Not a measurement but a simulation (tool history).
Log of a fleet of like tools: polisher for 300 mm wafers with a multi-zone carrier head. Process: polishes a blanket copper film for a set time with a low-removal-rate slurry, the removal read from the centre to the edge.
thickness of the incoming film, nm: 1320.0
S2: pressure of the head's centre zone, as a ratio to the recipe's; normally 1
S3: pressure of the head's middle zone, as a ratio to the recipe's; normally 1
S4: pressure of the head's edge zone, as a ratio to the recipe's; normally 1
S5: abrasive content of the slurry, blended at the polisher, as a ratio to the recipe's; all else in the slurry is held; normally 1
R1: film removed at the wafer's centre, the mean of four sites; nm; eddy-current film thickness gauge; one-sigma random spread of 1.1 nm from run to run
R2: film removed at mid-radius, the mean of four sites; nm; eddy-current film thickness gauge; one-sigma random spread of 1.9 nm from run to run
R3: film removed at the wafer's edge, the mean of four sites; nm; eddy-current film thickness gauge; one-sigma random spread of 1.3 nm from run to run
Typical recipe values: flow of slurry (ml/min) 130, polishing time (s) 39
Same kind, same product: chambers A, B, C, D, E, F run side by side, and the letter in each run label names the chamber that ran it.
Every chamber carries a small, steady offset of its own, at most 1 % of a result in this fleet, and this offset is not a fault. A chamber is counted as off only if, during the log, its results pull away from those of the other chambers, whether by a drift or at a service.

At day 0.008: chamber A: worn pad replaced by a new one.
Run 1C, day 0.204: usual settings. Result: R1 137.47 nm, R2 137.99 nm, R3 135.59 nm.
Run 2E, day 0.583: usual settings. Result: R1 137.93 nm, R2 138.6 nm, R3 138.38 nm.
Run 3D, day 0.879: usual settings. Result: R1 137.09 nm, R2 138.5 nm, R3 138.61 nm.
At day 0.908: chamber D: worn pad replaced by a new one.
Run 4F, day 1.154: usual settings. Result: R1 137.41 nm, R2 139.5 nm, R3 136.02 nm.
Run 5B, day 1.433: usual settings. Result: R1 135.79 nm, R2 138.44 nm, R3 137.29 nm.
Run 6A, day 1.629: usual settings. Result: R1 137.51 nm, R2 138.8 nm, R3 138.4 nm.
Run 7F, day 1.904: usual settings. Result: R1 136.31 nm, R2 136.09 nm, R3 136.53 nm.
At day 1.954: chamber E: worn pad replaced by a new one.
Run 8E, day 2.329: usual settings. Result: R1 137.14 nm, R2 135.72 nm, R3 136.27 nm.
At day 2.371: chamber C: worn pad replaced by a new one.
At day 2.421: chamber B: worn pad replaced by a new one.
Run 9D, day 2.596: usual settings. Result: R1 136.36 nm, R2 137.34 nm, R3 137.05 nm.
At day 2.808: chamber B: centre zone pressure recalibrated.
At day 2.95: chamber F: worn pad replaced by a new one.
Run 10A, day 3.021: usual settings. Result: R1 136.47 nm, R2 136.54 nm, R3 136.54 nm.
At day 3.088: chamber D: worn pad replaced by a new one.
At day 3.088: chamber D: centre zone pressure recalibrated.
Run 11B, day 3.229: usual settings. Result: R1 136.71 nm, R2 138.5 nm, R3 139.36 nm.
At day 3.329: chamber B: slurry nozzle cleaned.
At day 3.471: chamber A: worn pad replaced by a new one.
Run 12C, day 3.6: usual settings. Result: R1 135.52 nm, R2 132.53 nm, R3 135.08 nm.
Run 13D, day 3.825: usual settings. Result: R1 135.49 nm, R2 136.73 nm, R3 136.47 nm.
At day 4.25: chamber E: worn pad replaced by a new one.
Run 14B, day 4.254: usual settings. Result: R1 138.92 nm, R2 138.55 nm, R3 138.17 nm.
Run 15E, day 4.683: usual settings. Result: R1 137.89 nm, R2 134.85 nm, R3 133.51 nm.
Run 16C, day 5.112: usual settings. Result: R1 134.73 nm, R2 132.45 nm, R3 136.3 nm.
At day 5.296: chamber D: worn pad replaced by a new one.
Run 17F, day 5.404: usual settings. Result: R1 138.34 nm, R2 139.66 nm, R3 137.47 nm.
Run 18A, day 5.788: usual settings. Result: R1 137.37 nm, R2 137.34 nm, R3 138.76 nm.
At day 5.821: chamber B: worn pad replaced by a new one.
Run 19B, day 6.033: usual settings but S5 1.1. Result: R1 140.12 nm, R2 140.3 nm, R3 143.95 nm.
At day 6.079: chamber F: edge zone pressure recalibrated.
At day 6.096: chamber F: worn pad replaced by a new one.
Run 20C, day 6.354: usual settings but S5 1.1. Result: R1 137.87 nm, R2 136.84 nm, R3 136.72 nm.
Run 21A, day 6.592: usual settings but S5 1.1. Result: R1 140.73 nm, R2 140.06 nm, R3 139.65 nm.
At day 6.821: chamber E: worn pad replaced by a new one.
At day 6.875: chamber C: worn pad replaced by a new one.
Run 22D, day 6.908: usual settings but S5 1.1. Result: R1 137.68 nm, R2 134.96 nm, R3 140.87 nm.
At day 7.238: chamber A: worn pad replaced by a new one.
Run 23E, day 7.321: usual settings but S5 1.1. Result: R1 139.1 nm, R2 135.08 nm, R3 138.64 nm.
At day 7.562: chamber E: centre zone pressure recalibrated.
Run 24F, day 7.738: usual settings but S5 1.1. Result: R1 139.69 nm, R2 142.69 nm, R3 138 nm.
At day 7.883: chamber D: worn pad replaced by a new one.
Run 25C, day 8.104: usual settings. Result: R1 133.35 nm, R2 132.64 nm, R3 134.47 nm.
Run 26A, day 8.346: usual settings. Result: R1 135.31 nm, R2 138.25 nm, R3 136.56 nm.
Run 27E, day 8.767: usual settings. Result: R1 136.88 nm, R2 136.95 nm, R3 136.86 nm.
At day 8.804: chamber E: slurry nozzle cleaned.
At day 8.883: chamber E: worn pad replaced by a new one.
Run 28F, day 9.012: usual settings. Result: R1 137.71 nm, R2 137.5 nm, R3 136.47 nm.
At day 9.167: chamber F: worn pad replaced by a new one.
Run 29B, day 9.204: usual settings. Result: R1 138.3 nm, R2 136.8 nm, R3 139.55 nm.
At day 9.379: chamber B: worn pad replaced by a new one.
Run 30D, day 9.546: usual settings. Result: R1 135.31 nm, R2 138.84 nm, R3 138.83 nm.
At day 9.867: chamber D: worn pad replaced by a new one.
Run 31C, day 9.942: usual settings. Result: R1 130.68 nm, R2 132.03 nm, R3 134.68 nm.
Run 32D, day 10.204: usual settings. Result: R1 135.7 nm, R2 135.92 nm, R3 135.96 nm.
Run 33B, day 10.6: usual settings. Result: R1 136.78 nm, R2 134.74 nm, R3 138.11 nm.
Run 34E, day 10.796: usual settings but S2 0.91, polishing time (s) 47. Result: R1 149.24 nm, R2 165.34 nm, R3 164.75 nm.
Run 35A, day 11.025: usual settings but S2 0.91, polishing time (s) 47. Result: R1 148.12 nm, R2 163.2 nm, R3 167.54 nm.
Run 36F, day 11.279: usual settings but S2 0.91, polishing time (s) 47. Result: R1 146.98 nm, R2 163.7 nm, R3 165.17 nm.

The same settings go to every chamber for the next run, one line per chamber below. Forecast the results for each:
Run 37A, day 11.592: usual settings. Result: R1 ?, R2 ?, R3 ?.
Run 37B, day 11.592: usual settings. Result: R1 ?, R2 ?, R3 ?.
Run 37C, day 11.592: usual settings. Result: R1 ?, R2 ?, R3 ?.
Run 37D, day 11.592: usual settings. Result: R1 ?, R2 ?, R3 ?.
Run 37E, day 11.592: usual settings. Result: R1 ?, R2 ?, R3 ?.
Run 37F, day 11.592: usual settings. Result: R1 ?, R2 ?, R3 ?.

run      R1      R2      R3
37A  136.74  137.45  139.21
37B   137.2  139.67  139.28
37C  128.26  132.86  134.76
37D  136.85  138.58  138.25
37E  137.89  134.34  135.01
37F  137.15  134.54  137.85
